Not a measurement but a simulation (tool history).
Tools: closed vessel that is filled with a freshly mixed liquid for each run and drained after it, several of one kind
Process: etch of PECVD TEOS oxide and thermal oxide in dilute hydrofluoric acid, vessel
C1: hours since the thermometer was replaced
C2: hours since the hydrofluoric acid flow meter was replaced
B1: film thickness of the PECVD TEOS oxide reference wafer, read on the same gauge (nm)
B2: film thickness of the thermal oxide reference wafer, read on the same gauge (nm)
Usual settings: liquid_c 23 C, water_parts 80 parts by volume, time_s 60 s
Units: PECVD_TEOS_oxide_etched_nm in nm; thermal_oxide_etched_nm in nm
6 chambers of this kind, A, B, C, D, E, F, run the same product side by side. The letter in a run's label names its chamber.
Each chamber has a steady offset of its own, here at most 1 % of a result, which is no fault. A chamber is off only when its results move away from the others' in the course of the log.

Run 1E, hour 11.9: usual settings; C1 24.3; C2 1477.3; B1 90.006; B2 130.02. Result: PECVD_TEOS_oxide_etched_nm 9.9119 nm, thermal_oxide_etched_nm 3.4154 nm.
Run 2D, hour 17.6: usual settings; C1 1063.1; C2 279.8; B1 90; B2 129.99. Result: PECVD_TEOS_oxide_etched_nm 9.7788 nm, thermal_oxide_etched_nm 3.4043 nm.
Run 3A, hour 30.1: usual settings; C1 187.5; C2 963.9; B1 90.011; B2 130.02. Result: PECVD_TEOS_oxide_etched_nm 9.6794 nm, thermal_oxide_etched_nm 3.4056 nm.
Run 4C, hour 39.7: usual settings; C1 98.9; C2 287.3; B1 90.011; B2 130. Result: PECVD_TEOS_oxide_etched_nm 9.4952 nm, thermal_oxide_etched_nm 3.3572 nm.
Run 5F, hour 45.7: usual settings; C1 2346.7; C2 654.2; B1 89.999; B2 130.02. Result: PECVD_TEOS_oxide_etched_nm 9.5688 nm, thermal_oxide_etched_nm 3.3827 nm.
Run 6B, hour 56.9: usual settings; C1 221.8; C2 304; B1 89.971; B2 130.02. Result: PECVD_TEOS_oxide_etched_nm 9.6915 nm, thermal_oxide_etched_nm 3.389 nm.
Run 7D, hour 67.7: usual settings; C1 1113.2; C2 329.9; B1 90.01; B2 129.97. Result: PECVD_TEOS_oxide_etched_nm 9.8464 nm, thermal_oxide_etched_nm 3.3891 nm.
Run 8E, hour 76.9: usual settings but liquid_c 26.5 C; C1 89.3; C2 1542.3; B1 90.013; B2 130.02. Result: PECVD_TEOS_oxide_etched_nm 11.19 nm, thermal_oxide_etched_nm 3.9424 nm.
Run 9A, hour 85.5: usual settings but liquid_c 26.5 C; C1 242.9; C2 1019.3; B1 90.056; B2 129.97. Result: PECVD_TEOS_oxide_etched_nm 11.007 nm, thermal_oxide_etched_nm 3.9767 nm.
Run 10B, hour 93.7: usual settings but liquid_c 26.5 C; C1 258.6; C2 340.8; B1 89.996; B2 130.03. Result: PECVD_TEOS_oxide_etched_nm 11.048 nm, thermal_oxide_etched_nm 3.8951 nm.
Run 11C, hour 102.6: usual settings but liquid_c 26.5 C; C1 161.8; C2 350.2; B1 89.994; B2 130.01. Result: PECVD_TEOS_oxide_etched_nm 11.04 nm, thermal_oxide_etched_nm 3.9088 nm.
Run 12F, hour 113.8: usual settings but liquid_c 26.5 C; C1 2414.8; C2 722.3; B1 90.013; B2 130. Result: PECVD_TEOS_oxide_etched_nm 10.919 nm, thermal_oxide_etched_nm 3.9471 nm.
Run 13B, hour 124.5: usual settings but liquid_c 26.5 C; C1 289.4; C2 371.6; B1 90.015; B2 130.04. Result: PECVD_TEOS_oxide_etched_nm 11.057 nm, thermal_oxide_etched_nm 3.8867 nm.
At hour 131.7: chamber B: hydrofluoric acid flow meter replaced.
Run 14A, hour 134.5: usual settings but time_s 75 s; C1 291.9; C2 1068.3; B1 90.002; B2 129.97. Result: PECVD_TEOS_oxide_etched_nm 12.068 nm, thermal_oxide_etched_nm 4.2668 nm.
At hour 141.5: chamber A: hydrofluoric acid flow meter replaced.
At hour 143.4: chamber D: hydrofluoric acid flow meter replaced.
Run 15D, hour 147.8: usual settings but time_s 75 s; C1 1193.3; C2 4.4; B1 89.994; B2 130.01. Result: PECVD_TEOS_oxide_etched_nm 12.246 nm, thermal_oxide_etched_nm 4.2936 nm.
Run 16F, hour 160.2: usual settings but time_s 75 s; C1 2461.2; C2 768.7; B1 89.969; B2 130.01. Result: PECVD_TEOS_oxide_etched_nm 12.138 nm, thermal_oxide_etched_nm 4.2503 nm.
Run 17E, hour 169.3: usual settings but time_s 75 s; C1 181.7; C2 1634.7; B1 90.023; B2 130. Result: PECVD_TEOS_oxide_etched_nm 12.26 nm, thermal_oxide_etched_nm 4.2926 nm.
Run 18C, hour 180.4: usual settings but time_s 75 s; C1 239.6; C2 428; B1 90.023; B2 130.03. Result: PECVD_TEOS_oxide_etched_nm 11.977 nm, thermal_oxide_etched_nm 4.1921 nm.
Run 19C, hour 186.2: usual settings but time_s 75 s; C1 245.4; C2 433.8; B1 89.982; B2 129.98. Result: PECVD_TEOS_oxide_etched_nm 12.148 nm, thermal_oxide_etched_nm 4.1294 nm.
Run 20F, hour 196.1: usual settings; C1 2497.1; C2 804.6; B1 90.002; B2 130.01. Result: PECVD_TEOS_oxide_etched_nm 9.4812 nm, thermal_oxide_etched_nm 3.3584 nm.
Run 21B, hour 204.2: usual settings but time_s 30 s; C1 369.1; C2 72.5; B1 90.025; B2 129.99. Result: PECVD_TEOS_oxide_etched_nm 4.7688 nm, thermal_oxide_etched_nm 1.6972 nm.
Run 22D, hour 213.7: usual settings but time_s 30 s; C1 1259.2; C2 70.3; B1 89.978; B2 129.96. Result: PECVD_TEOS_oxide_etched_nm 4.8557 nm, thermal_oxide_etched_nm 1.7092 nm.
Run 23E, hour 221.6: usual settings but time_s 30 s; C1 234; C2 1687; B1 90.03; B2 130.02. Result: PECVD_TEOS_oxide_etched_nm 4.8291 nm, thermal_oxide_etched_nm 1.6947 nm.
Run 24A, hour 228.9: usual settings but time_s 30 s; C1 386.3; C2 87.4; B1 90.048; B2 130.04. Result: PECVD_TEOS_oxide_etched_nm 4.803 nm, thermal_oxide_etched_nm 1.7339 nm.
Run 25F, hour 238.8: usual settings but time_s 30 s; C1 2539.8; C2 847.3; B1 89.944; B2 129.95. Result: PECVD_TEOS_oxide_etched_nm 4.7641 nm, thermal_oxide_etched_nm 1.67 nm.
Run 26B, hour 250.8: usual settings but time_s 30 s; C1 415.7; C2 119.1; B1 89.996; B2 130.01. Result: PECVD_TEOS_oxide_etched_nm 4.7872 nm, thermal_oxide_etched_nm 1.7246 nm.
Run 27C, hour 261: usual settings; C1 320.2; C2 508.6; B1 90.019; B2 129.98. Result: PECVD_TEOS_oxide_etched_nm 9.7015 nm, thermal_oxide_etched_nm 3.3591 nm.
Run 28E, hour 273.9: usual settings but time_s 50 s; C1 286.3; C2 1739.3; B1 90.022; B2 129.99. Result: PECVD_TEOS_oxide_etched_nm 8.1455 nm, thermal_oxide_etched_nm 2.8527 nm.
Run 29D, hour 286.4: usual settings but time_s 50 s; C1 1331.9; C2 143; B1 90.007; B2 130.05. Result: PECVD_TEOS_oxide_etched_nm 8.1967 nm, thermal_oxide_etched_nm 2.8103 nm.
Run 30A, hour 298.2: usual settings but time_s 50 s; C1 455.6; C2 156.7; B1 89.98; B2 129.99. Result: PECVD_TEOS_oxide_etched_nm 8.0881 nm, thermal_oxide_etched_nm 2.8125 nm.
Run 31F, hour 309.6: usual settings but time_s 50 s; C1 2610.6; C2 918.1; B1 89.98; B2 130. Result: PECVD_TEOS_oxide_etched_nm 8.1428 nm, thermal_oxide_etched_nm 2.8488 nm.
Run 32B, hour 319.1: usual settings but time_s 50 s; C1 484; C2 187.4; B1 90.005; B2 130. Result: PECVD_TEOS_oxide_etched_nm 8.0563 nm, thermal_oxide_etched_nm 2.8289 nm.
Run 33D, hour 328: usual settings but time_s 50 s; C1 1373.5; C2 184.6; B1 89.988; B2 130.03. Result: PECVD_TEOS_oxide_etched_nm 8.02 nm, thermal_oxide_etched_nm 2.8272 nm.
At hour 337.4: chamber C: hydrofluoric acid flow meter replaced.
Run 34C, hour 340.3: usual settings but liquid_c 19.5 C; C1 399.5; C2 3; B1 89.992; B2 130. Result: PECVD_TEOS_oxide_etched_nm 8.3201 nm, thermal_oxide_etched_nm 2.877 nm.
Run 35A, hour 347.4: usual settings but liquid_c 19.5 C; C1 504.8; C2 205.9; B1 90.028; B2 130.01. Result: PECVD_TEOS_oxide_etched_nm 8.2948 nm, thermal_oxide_etched_nm 2.9528 nm.
Run 36E, hour 355.9: usual settings but liquid_c 19.5 C; C1 368.3; C2 1821.3; B1 89.986; B2 130.02. Result: PECVD_TEOS_oxide_etched_nm 8.4219 nm, thermal_oxide_etched_nm 3.0046 nm.
Run 37C, hour 362.1: usual settings but liquid_c 19.5 C; C1 421.3; C2 24.8; B1 89.968; B2 130.01. Result: PECVD_TEOS_oxide_etched_nm 8.4872 nm, thermal_oxide_etched_nm 2.8703 nm.
Run 38A, hour 368.8: usual settings but liquid_c 19.5 C; C1 526.2; C2 227.3; B1 89.979; B2 130. Result: PECVD_TEOS_oxide_etched_nm 8.3806 nm, thermal_oxide_etched_nm 2.9348 nm.
Run 39F, hour 377.2: usual settings but liquid_c 19.5 C; C1 2678.2; C2 985.7; B1 90.034; B2 130. Result: PECVD_TEOS_oxide_etched_nm 8.2407 nm, thermal_oxide_etched_nm 2.9565 nm.
Run 40E, hour 387.9: usual settings; C1 400.3; C2 1853.3; B1 90.008; B2 129.96. Result: PECVD_TEOS_oxide_etched_nm 9.8722 nm, thermal_oxide_etched_nm 3.3935 nm.
Run 41B, hour 399: usual settings; C1 563.9; C2 267.3; B1 89.978; B2 130. Result: PECVD_TEOS_oxide_etched_nm 9.4679 nm, thermal_oxide_etched_nm 3.4314 nm.
Run 42D, hour 409: usual settings; C1 1454.5; C2 265.6; B1 90.009; B2 129.97. Result: PECVD_TEOS_oxide_etched_nm 9.6833 nm, thermal_oxide_etched_nm 3.3723 nm.
Run 43D, hour 416: usual settings; C1 1461.5; C2 272.6; B1 89.986; B2 130. Result: PECVD_TEOS_oxide_etched_nm 9.7121 nm, thermal_oxide_etched_nm 3.3578 nm.

What goes on in this fleet: one chamber off, a drifting gauge, or nothing beyond the chambers' own small offsets? Name the chamber and the cause, if any.

No chamber stands off beyond its own small offset, and the gauge holds steady.
